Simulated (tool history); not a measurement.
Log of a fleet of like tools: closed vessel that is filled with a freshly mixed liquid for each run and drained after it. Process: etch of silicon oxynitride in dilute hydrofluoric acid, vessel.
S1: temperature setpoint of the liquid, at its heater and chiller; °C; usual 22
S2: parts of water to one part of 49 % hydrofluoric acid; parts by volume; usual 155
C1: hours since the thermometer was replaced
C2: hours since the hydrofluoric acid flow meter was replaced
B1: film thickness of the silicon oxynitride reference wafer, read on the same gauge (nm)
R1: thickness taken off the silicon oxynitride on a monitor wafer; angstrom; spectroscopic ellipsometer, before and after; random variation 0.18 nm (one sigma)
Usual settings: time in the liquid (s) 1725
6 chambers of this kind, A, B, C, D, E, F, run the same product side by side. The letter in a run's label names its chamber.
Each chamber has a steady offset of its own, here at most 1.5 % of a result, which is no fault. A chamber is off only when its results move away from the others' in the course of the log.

{"run": "1B", "hour": 4.6, "S1": 22, "S2": 155, "time in the liquid (s)": 1725, "C1": 1509.2, "C2": 1758.7, "B1": 60.007, "R1": 258.58}
{"run": "2D", "hour": 8.1, "S1": 22, "S2": 155, "time in the liquid (s)": 1725, "C1": 1837.4, "C2": 156.8, "B1": 60.011, "R1": 260.75}
{"run": "3E", "hour": 14.4, "S1": 22, "S2": 155, "time in the liquid (s)": 1725, "C1": 191.6, "C2": 126.4, "B1": 60.007, "R1": 258.39}
{"run": "4F", "hour": 20.3, "S1": 22, "S2": 155, "time in the liquid (s)": 1725, "C1": 1081.2, "C2": 421.5, "B1": 59.971, "R1": 264.42}
{"run": "5A", "hour": 24.3, "S1": 22, "S2": 155, "time in the liquid (s)": 1725, "C1": 297.4, "C2": 475.6, "B1": 59.99, "R1": 259.94}
{"run": "6C", "hour": 30.3, "S1": 22, "S2": 155, "time in the liquid (s)": 1725, "C1": 975.4, "C2": 241.9, "B1": 59.992, "R1": 256.97}
{"run": "7B", "hour": 35.5, "S1": 22, "S2": 155, "time in the liquid (s)": 1725, "C1": 1540.1, "C2": 1789.6, "B1": 60.004, "R1": 256.76}
{"run": "8A", "hour": 42.1, "S1": 22, "S2": 155, "time in the liquid (s)": 1725, "C1": 315.2, "C2": 493.4, "B1": 59.999, "R1": 257.58}
{"hour": 44.7, "done": "chamber F: thermometer replaced"}
{"run": "9D", "hour": 46.6, "S1": 22, "S2": 155, "time in the liquid (s)": 1725, "C1": 1875.9, "C2": 195.3, "B1": 59.988, "R1": 262.43}
{"run": "10E", "hour": 50.0, "S1": 22, "S2": 155, "time in the liquid (s)": 1065, "C1": 227.2, "C2": 162, "B1": 59.964, "R1": 163.28}
{"run": "11F", "hour": 55.5, "S1": 22, "S2": 155, "time in the liquid (s)": 1065, "C1": 10.8, "C2": 456.7, "B1": 59.99, "R1": 162.59}
{"run": "12C", "hour": 61.0, "S1": 22, "S2": 155, "time in the liquid (s)": 1065, "C1": 1006.1, "C2": 272.6, "B1": 60.041, "R1": 157.8}
{"run": "13C", "hour": 67.2, "S1": 22, "S2": 155, "time in the liquid (s)": 1065, "C1": 1012.3, "C2": 278.8, "B1": 60.012, "R1": 157.96}
{"run": "14D", "hour": 70.6, "S1": 22, "S2": 155, "time in the liquid (s)": 1065, "C1": 1899.9, "C2": 219.3, "B1": 60.02, "R1": 160.71}
{"run": "15A", "hour": 77.5, "S1": 22, "S2": 155, "time in the liquid (s)": 1065, "C1": 350.6, "C2": 528.8, "B1": 60.011, "R1": 160.47}
{"run": "16B", "hour": 81.8, "S1": 22, "S2": 155, "time in the liquid (s)": 1725, "C1": 1586.4, "C2": 1835.9, "B1": 59.997, "R1": 261.85}
{"run": "17E", "hour": 87.3, "S1": 22, "S2": 155, "time in the liquid (s)": 2345, "C1": 264.5, "C2": 199.3, "B1": 59.992, "R1": 358.01}
{"run": "18F", "hour": 94.0, "S1": 22, "S2": 155, "time in the liquid (s)": 2345, "C1": 49.3, "C2": 495.2, "B1": 60.026, "R1": 355.17}
{"run": "19D", "hour": 100.7, "S1": 22, "S2": 155, "time in the liquid (s)": 2345, "C1": 1930, "C2": 249.4, "B1": 60.011, "R1": 352.88}
{"run": "20A", "hour": 106.1, "S1": 22, "S2": 155, "time in the liquid (s)": 2345, "C1": 379.2, "C2": 557.4, "B1": 59.984, "R1": 351.1}
{"run": "21E", "hour": 109.4, "S1": 22, "S2": 155, "time in the liquid (s)": 2345, "C1": 286.6, "C2": 221.4, "B1": 60.002, "R1": 363.55}
{"run": "22C", "hour": 115.2, "S1": 22, "S2": 155, "time in the liquid (s)": 2345, "C1": 1060.3, "C2": 326.8, "B1": 59.969, "R1": 347.72}
{"run": "23B", "hour": 121.1, "S1": 22, "S2": 155, "time in the liquid (s)": 1725, "C1": 1625.7, "C2": 1875.2, "B1": 59.951, "R1": 259.12}
{"run": "24F", "hour": 125.2, "S1": 22, "S2": 155, "time in the liquid (s)": 1725, "C1": 80.5, "C2": 526.4, "B1": 59.965, "R1": 262.23}
{"run": "25D", "hour": 128.2, "S1": 22, "S2": 155, "time in the liquid (s)": 1725, "C1": 1957.5, "C2": 276.9, "B1": 60.018, "R1": 264.7}
{"run": "26A", "hour": 134.5, "S1": 22, "S2": 155, "time in the liquid (s)": 1725, "C1": 407.6, "C2": 585.8, "B1": 59.985, "R1": 256.58}
{"run": "27C", "hour": 141.5, "S1": 22, "S2": 155, "time in the liquid (s)": 1725, "C1": 1086.6, "C2": 353.1, "B1": 60.028, "R1": 257.82}
{"run": "28B", "hour": 148.4, "S1": 22, "S2": 155, "time in the liquid (s)": 1725, "C1": 1653, "C2": 1902.5, "B1": 60.005, "R1": 261.19}
{"run": "29F", "hour": 154.6, "S1": 22, "S2": 155, "time in the liquid (s)": 1725, "C1": 109.9, "C2": 555.8, "B1": 59.985, "R1": 263.12}
{"run": "30E", "hour": 161.0, "S1": 22, "S2": 155, "time in the liquid (s)": 1725, "C1": 338.2, "C2": 273, "B1": 59.996, "R1": 274.19}
{"run": "31F", "hour": 164.3, "S1": 22, "S2": 155, "time in the liquid (s)": 1725, "C1": 119.6, "C2": 565.5, "B1": 60.046, "R1": 263.27}
{"run": "32C", "hour": 168.8, "S1": 22, "S2": 155, "time in the liquid (s)": 1725, "C1": 1113.9, "C2": 380.4, "B1": 59.996, "R1": 256.69}
{"run": "33B", "hour": 174.3, "S1": 22, "S2": 155, "time in the liquid (s)": 1725, "C1": 1678.9, "C2": 1928.4, "B1": 60.007, "R1": 257.35}
{"run": "34E", "hour": 179.0, "S1": 22, "S2": 155, "time in the liquid (s)": 1725, "C1": 356.2, "C2": 291, "B1": 59.971, "R1": 275.99}
{"run": "35A", "hour": 183.5, "S1": 22, "S2": 155, "time in the liquid (s)": 1725, "C1": 456.6, "C2": 634.8, "B1": 59.969, "R1": 260.41}
{"run": "36D", "hour": 187.1, "S1": 22, "S2": 155, "time in the liquid (s)": 1725, "C1": 2016.4, "C2": 335.8, "B1": 60.042, "R1": 258.32}
{"run": "37C", "hour": 193.2, "S1": 22, "S2": 155, "time in the liquid (s)": 1725, "C1": 1138.3, "C2": 404.8, "B1": 59.987, "R1": 257.4}
{"run": "38F", "hour": 199.6, "S1": 22, "S2": 200, "time in the liquid (s)": 1725, "C1": 154.9, "C2": 600.8, "B1": 60.016, "R1": 195.59}
{"run": "39E", "hour": 203.7, "S1": 22, "S2": 200, "time in the liquid (s)": 1725, "C1": 380.9, "C2": 315.7, "B1": 60.014, "R1": 205.95}
{"run": "40D", "hour": 207.5, "S1": 22, "S2": 200, "time in the liquid (s)": 1725, "C1": 2036.8, "C2": 356.2, "B1": 60.002, "R1": 197.04}
{"hour": 211.2, "done": "chamber B: hydrofluoric acid flow meter replaced"}
{"run": "41B", "hour": 211.4, "S1": 22, "S2": 200, "time in the liquid (s)": 1725, "C1": 1716, "C2": 0.3, "B1": 59.994, "R1": 195.5}
{"run": "42A", "hour": 215.8, "S1": 22, "S2": 200, "time in the liquid (s)": 1725, "C1": 488.9, "C2": 667.1, "B1": 59.977, "R1": 195.12}
{"run": "43A", "hour": 221.6, "S1": 22, "S2": 200, "time in the liquid (s)": 1725, "C1": 494.7, "C2": 672.9, "B1": 60.027, "R1": 195.5}

Is one chamber off against the others, does the gauge drift, or is nothing wrong? If a chamber is off, say which, and what the likeliest cause is.

Chamber E drifts away from the others.
Cause: liquid hotter than its thermometer reads (K) = 1.8.
The log may not tell that from: hydrofluoric acid flow above the setpoint (%).

Here are 4 candidates for chamber E's next run, each the usual settings with a change, their results left as question marks. Which one brings its results back in line with what the others give on the usual settings?
In line means no further than this from the other chambers' mean on the usual settings: R1 6.4 angstrom
{"run": "44E-1", "hour": 226.6, "S1": 22, "S2": 160, "time in the liquid (s)": 1655, "R1": "?"}
{"run": "44E-2", "hour": 226.6, "S1": 22, "S2": 155, "time in the liquid (s)": 1670, "R1": "?"}
{"run": "44E-3", "hour": 226.6, "S1": 22, "S2": 155, "time in the liquid (s)": 1860, "R1": "?"}
{"run": "44E-4", "hour": 226.6, "S1": 22, "S2": 155, "time in the liquid (s)": 1780, "R1": "?"}

The other chambers' mean on the usual settings: R1 259.92 angstrom
run=44E-1 R1=260.55
run=44E-2 R1=272.58
run=44E-3 R1=303.6
run=44E-4 R1=290.54
44E-1 brings the chamber back in line.
